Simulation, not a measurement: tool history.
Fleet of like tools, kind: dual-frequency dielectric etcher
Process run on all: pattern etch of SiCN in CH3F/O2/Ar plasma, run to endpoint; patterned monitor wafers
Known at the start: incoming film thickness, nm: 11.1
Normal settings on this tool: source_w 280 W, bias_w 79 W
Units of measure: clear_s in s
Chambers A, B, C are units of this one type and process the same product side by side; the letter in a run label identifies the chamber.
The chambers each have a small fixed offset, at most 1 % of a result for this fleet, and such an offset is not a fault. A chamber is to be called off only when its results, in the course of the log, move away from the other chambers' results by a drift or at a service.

{"run": "1C", "day": 0.283, "source_w": 280, "bias_w": 79, "clear_s": 32.6}
{"run": "2B", "day": 0.792, "source_w": 280, "bias_w": 79, "clear_s": 32.65}
{"run": "3A", "day": 1.092, "source_w": 280, "bias_w": 79, "clear_s": 32.314}
{"run": "4B", "day": 1.571, "source_w": 280, "bias_w": 79, "clear_s": 32.551}
{"run": "5C", "day": 2.088, "source_w": 280, "bias_w": 79, "clear_s": 32.891}
{"run": "6A", "day": 2.558, "source_w": 280, "bias_w": 79, "clear_s": 32.555}
{"run": "7A", "day": 2.854, "source_w": 230, "bias_w": 96, "clear_s": 32.611}
{"day": 3.196, "done": "chamber A: wet clean of the chamber"}
{"run": "8C", "day": 3.312, "source_w": 230, "bias_w": 96, "clear_s": 32.537}
{"run": "9B", "day": 3.612, "source_w": 230, "bias_w": 96, "clear_s": 32.2}
{"run": "10B", "day": 3.946, "source_w": 280, "bias_w": 79, "clear_s": 32.558}
{"run": "11C", "day": 4.342, "source_w": 280, "bias_w": 79, "clear_s": 32.986}
{"run": "12A", "day": 4.767, "source_w": 280, "bias_w": 79, "clear_s": 32.82}
{"run": "13B", "day": 5.208, "source_w": 280, "bias_w": 79, "clear_s": 32.84}
{"run": "14A", "day": 5.538, "source_w": 280, "bias_w": 79, "clear_s": 32.412}
{"run": "15C", "day": 5.788, "source_w": 280, "bias_w": 79, "clear_s": 32.354}
{"run": "16A", "day": 6.138, "source_w": 280, "bias_w": 79, "clear_s": 32.324}
{"run": "17B", "day": 6.562, "source_w": 280, "bias_w": 79, "clear_s": 33.195}
{"run": "18C", "day": 6.829, "source_w": 280, "bias_w": 79, "clear_s": 32.706}
{"run": "19A", "day": 7.225, "source_w": 280, "bias_w": 79, "clear_s": 32.449}
{"run": "20C", "day": 7.467, "source_w": 280, "bias_w": 79, "clear_s": 32.792}
{"run": "21B", "day": 7.912, "source_w": 280, "bias_w": 79, "clear_s": 33.304}
{"run": "22C", "day": 8.217, "source_w": 280, "bias_w": 79, "clear_s": 32.545}
{"run": "23A", "day": 8.754, "source_w": 220, "bias_w": 79, "clear_s": 35.446}
{"run": "24B", "day": 9.067, "source_w": 220, "bias_w": 79, "clear_s": 36.399}
{"run": "25A", "day": 9.604, "source_w": 220, "bias_w": 79, "clear_s": 35.343}
{"run": "26B", "day": 10.075, "source_w": 280, "bias_w": 79, "clear_s": 33.688}
{"run": "27C", "day": 10.492, "source_w": 280, "bias_w": 79, "clear_s": 32.726}
{"run": "28A", "day": 10.808, "source_w": 310, "bias_w": 95, "clear_s": 29.16}
{"run": "29B", "day": 11.283, "source_w": 310, "bias_w": 95, "clear_s": 30.463}
{"run": "30C", "day": 11.767, "source_w": 310, "bias_w": 95, "clear_s": 29.307}
{"run": "31C", "day": 12.054, "source_w": 280, "bias_w": 79, "clear_s": 32.505}
{"run": "32A", "day": 12.325, "source_w": 280, "bias_w": 79, "clear_s": 32.598}

Does one chamber stand apart from the rest, does the shared gauge drift, or is all well apart from small per-chamber offsets? Give the chamber and the most likely cause, where there is one.

It is chamber B that slowly wanders off from its peers.
Likeliest cause: etch rate under this chamber's usual, % = 4.22.

Here are 4 candidates for chamber B's next run, each the usual settings with a change, their results left as question marks. Which one brings its results back in line with what the others give on the usual settings?
To be in line, a result may differ from the other chambers' mean on the usual settings by at most: clear_s 0.720 s
{"run": "33B-1", "day": 12.725, "source_w": 310, "bias_w": 88, "clear_s": "?"}
{"run": "33B-2", "day": 12.725, "source_w": 270, "bias_w": 75, "clear_s": "?"}
{"run": "33B-3", "day": 12.725, "source_w": 290, "bias_w": 83, "clear_s": "?"}
{"run": "33B-4", "day": 12.725, "source_w": 250, "bias_w": 70, "clear_s": "?"}

Mean of the other chambers on the usual settings: clear_s 32.617 s
run=33B-1 clear_s=31.341
run=33B-2 clear_s=35.002
run=33B-3 clear_s=32.830
run=33B-4 clear_s=36.936
The right change is 33B-3: it brings the chamber back within the allowed miss of the others.
